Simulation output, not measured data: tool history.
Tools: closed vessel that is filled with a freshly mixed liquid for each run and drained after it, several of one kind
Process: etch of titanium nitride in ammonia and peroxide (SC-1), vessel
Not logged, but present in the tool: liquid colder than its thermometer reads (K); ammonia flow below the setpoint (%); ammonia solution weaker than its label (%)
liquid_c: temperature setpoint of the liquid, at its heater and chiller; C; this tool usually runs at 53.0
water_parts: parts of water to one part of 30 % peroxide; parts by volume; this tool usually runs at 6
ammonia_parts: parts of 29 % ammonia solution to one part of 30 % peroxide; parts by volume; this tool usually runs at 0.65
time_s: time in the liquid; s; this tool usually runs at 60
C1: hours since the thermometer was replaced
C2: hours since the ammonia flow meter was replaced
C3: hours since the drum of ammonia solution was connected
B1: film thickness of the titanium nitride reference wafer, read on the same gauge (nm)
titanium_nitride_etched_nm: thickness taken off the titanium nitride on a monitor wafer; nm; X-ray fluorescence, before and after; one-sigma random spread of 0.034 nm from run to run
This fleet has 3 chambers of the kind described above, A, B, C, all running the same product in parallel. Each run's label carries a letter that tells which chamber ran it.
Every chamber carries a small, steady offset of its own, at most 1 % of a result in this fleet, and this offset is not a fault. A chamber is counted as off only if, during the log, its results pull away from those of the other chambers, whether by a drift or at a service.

run 1A hour=8.2 | liquid_c=53.0 water_parts=6 ammonia_parts=0.65 time_s=60 | C1=1721.1 C2=618.3 C3=85.7 | B1=139.97 | titanium_nitride_etched_nm=7.5798
run 2C hour=20.8 | liquid_c=53.0 water_parts=6 ammonia_parts=0.65 time_s=60 | C1=331.2 C2=45.3 C3=897.0 | B1=139.99 | titanium_nitride_etched_nm=7.4989
-- hour=21.4 chamber B: ammonia flow meter replaced
-- hour=25.4 chamber C: new drum of ammonia solution connected
run 3B hour=29.1 | liquid_c=53.0 water_parts=6 ammonia_parts=0.65 time_s=60 | C1=294.2 C2=7.7 C3=552.8 | B1=140.02 | titanium_nitride_etched_nm=7.5854
run 4B hour=36.8 | liquid_c=53.0 water_parts=6 ammonia_parts=0.65 time_s=60 | C1=301.9 C2=15.4 C3=560.5 | B1=140.00 | titanium_nitride_etched_nm=7.5832
run 5A hour=48.1 | liquid_c=53.0 water_parts=6 ammonia_parts=0.65 time_s=60 | C1=1761.0 C2=658.2 C3=125.6 | B1=140.02 | titanium_nitride_etched_nm=7.5380
run 6C hour=56.1 | liquid_c=53.0 water_parts=6 ammonia_parts=0.65 time_s=60 | C1=366.5 C2=80.6 C3=30.7 | B1=140.01 | titanium_nitride_etched_nm=7.5017
run 7A hour=69.9 | liquid_c=53.0 water_parts=6 ammonia_parts=0.65 time_s=60 | C1=1782.8 C2=680.0 C3=147.4 | B1=139.98 | titanium_nitride_etched_nm=7.5369
run 8B hour=80.6 | liquid_c=53.0 water_parts=6 ammonia_parts=0.65 time_s=60 | C1=345.7 C2=59.2 C3=604.3 | B1=139.98 | titanium_nitride_etched_nm=7.5955
run 9C hour=87.9 | liquid_c=53.0 water_parts=6 ammonia_parts=0.65 time_s=60 | C1=398.3 C2=112.4 C3=62.5 | B1=140.00 | titanium_nitride_etched_nm=7.5110
run 10A hour=96.5 | liquid_c=53.0 water_parts=6 ammonia_parts=0.65 time_s=60 | C1=1809.4 C2=706.6 C3=174.0 | B1=139.99 | titanium_nitride_etched_nm=7.4796
run 11C hour=107.2 | liquid_c=53.0 water_parts=6 ammonia_parts=0.65 time_s=60 | C1=417.6 C2=131.7 C3=81.8 | B1=140.01 | titanium_nitride_etched_nm=7.5883
run 12B hour=117.1 | liquid_c=53.0 water_parts=6 ammonia_parts=0.65 time_s=60 | C1=382.2 C2=95.7 C3=640.8 | B1=140.00 | titanium_nitride_etched_nm=7.6233
run 13A hour=126.7 | liquid_c=53.0 water_parts=6 ammonia_parts=0.65 time_s=60 | C1=1839.6 C2=736.8 C3=204.2 | B1=140.00 | titanium_nitride_etched_nm=7.4569
-- hour=128.6 chamber A: ammonia flow meter replaced
run 14B hour=140.0 | liquid_c=49.5 water_parts=6 ammonia_parts=0.65 time_s=45 | C1=405.1 C2=118.6 C3=663.7 | B1=140.02 | titanium_nitride_etched_nm=4.5034
run 15C hour=146.3 | liquid_c=49.5 water_parts=6 ammonia_parts=0.65 time_s=45 | C1=456.7 C2=170.8 C3=120.9 | B1=140.01 | titanium_nitride_etched_nm=4.4480
run 16C hour=157.6 | liquid_c=49.5 water_parts=6 ammonia_parts=0.65 time_s=45 | C1=468.0 C2=182.1 C3=132.2 | B1=140.00 | titanium_nitride_etched_nm=4.4679
run 17A hour=165.8 | liquid_c=53.0 water_parts=5 ammonia_parts=0.65 time_s=30 | C1=1878.7 C2=37.3 C3=243.3 | B1=140.03 | titanium_nitride_etched_nm=4.0975
run 18B hour=177.9 | liquid_c=53.0 water_parts=5 ammonia_parts=0.65 time_s=30 | C1=443.0 C2=156.5 C3=701.6 | B1=140.00 | titanium_nitride_etched_nm=4.1474
run 19A hour=186.1 | liquid_c=53.0 water_parts=5 ammonia_parts=0.65 time_s=30 | C1=1899.0 C2=57.6 C3=263.6 | B1=139.99 | titanium_nitride_etched_nm=4.0773
run 20C hour=197.7 | liquid_c=53.0 water_parts=6 ammonia_parts=0.65 time_s=60 | C1=508.1 C2=222.2 C3=172.3 | B1=139.98 | titanium_nitride_etched_nm=7.5395
run 21B hour=207.9 | liquid_c=53.0 water_parts=5 ammonia_parts=0.65 time_s=60 | C1=473.0 C2=186.5 C3=731.6 | B1=140.02 | titanium_nitride_etched_nm=8.2685
run 22B hour=214.2 | liquid_c=53.0 water_parts=5 ammonia_parts=0.65 time_s=60 | C1=479.3 C2=192.8 C3=737.9 | B1=140.03 | titanium_nitride_etched_nm=8.2720
run 23C hour=221.8 | liquid_c=53.0 water_parts=5 ammonia_parts=0.65 time_s=60 | C1=532.2 C2=246.3 C3=196.4 | B1=140.02 | titanium_nitride_etched_nm=8.2043
run 24A hour=232.1 | liquid_c=53.0 water_parts=6 ammonia_parts=0.65 time_s=60 | C1=1945.0 C2=103.6 C3=309.6 | B1=139.99 | titanium_nitride_etched_nm=7.4994
run 25A hour=238.5 | liquid_c=53.0 water_parts=5 ammonia_parts=0.50 time_s=60 | C1=1951.4 C2=110.0 C3=316.0 | B1=139.99 | titanium_nitride_etched_nm=7.8399
run 26C hour=246.2 | liquid_c=53.0 water_parts=5 ammonia_parts=0.50 time_s=60 | C1=556.6 C2=270.7 C3=220.8 | B1=140.01 | titanium_nitride_etched_nm=7.8508
-- hour=249.3 chamber B: new drum of ammonia solution connected
run 27B hour=260.5 | liquid_c=53.0 water_parts=5 ammonia_parts=0.50 time_s=60 | C1=525.6 C2=239.1 C3=11.2 | B1=139.98 | titanium_nitride_etched_nm=7.9270
run 28B hour=274.2 | liquid_c=53.0 water_parts=5 ammonia_parts=0.35 time_s=60 | C1=539.3 C2=252.8 C3=24.9 | B1=140.02 | titanium_nitride_etched_nm=7.5083
run 29C hour=281.6 | liquid_c=53.0 water_parts=5 ammonia_parts=0.35 time_s=60 | C1=592.0 C2=306.1 C3=256.2 | B1=140.00 | titanium_nitride_etched_nm=7.4291

Each of the 3 chambers runs these same settings next. Fill in every chamber's results:
run 30A hour=292.1 | liquid_c=53.0 water_parts=5 ammonia_parts=0.65 time_s=60 | titanium_nitride_etched_nm=?
run 30B hour=292.1 | liquid_c=53.0 water_parts=5 ammonia_parts=0.65 time_s=60 | titanium_nitride_etched_nm=?
run 30C hour=292.1 | liquid_c=53.0 water_parts=5 ammonia_parts=0.65 time_s=60 | titanium_nitride_etched_nm=?

run=30A titanium_nitride_etched_nm=8.2064
run=30B titanium_nitride_etched_nm=8.2859
run=30C titanium_nitride_etched_nm=8.1535

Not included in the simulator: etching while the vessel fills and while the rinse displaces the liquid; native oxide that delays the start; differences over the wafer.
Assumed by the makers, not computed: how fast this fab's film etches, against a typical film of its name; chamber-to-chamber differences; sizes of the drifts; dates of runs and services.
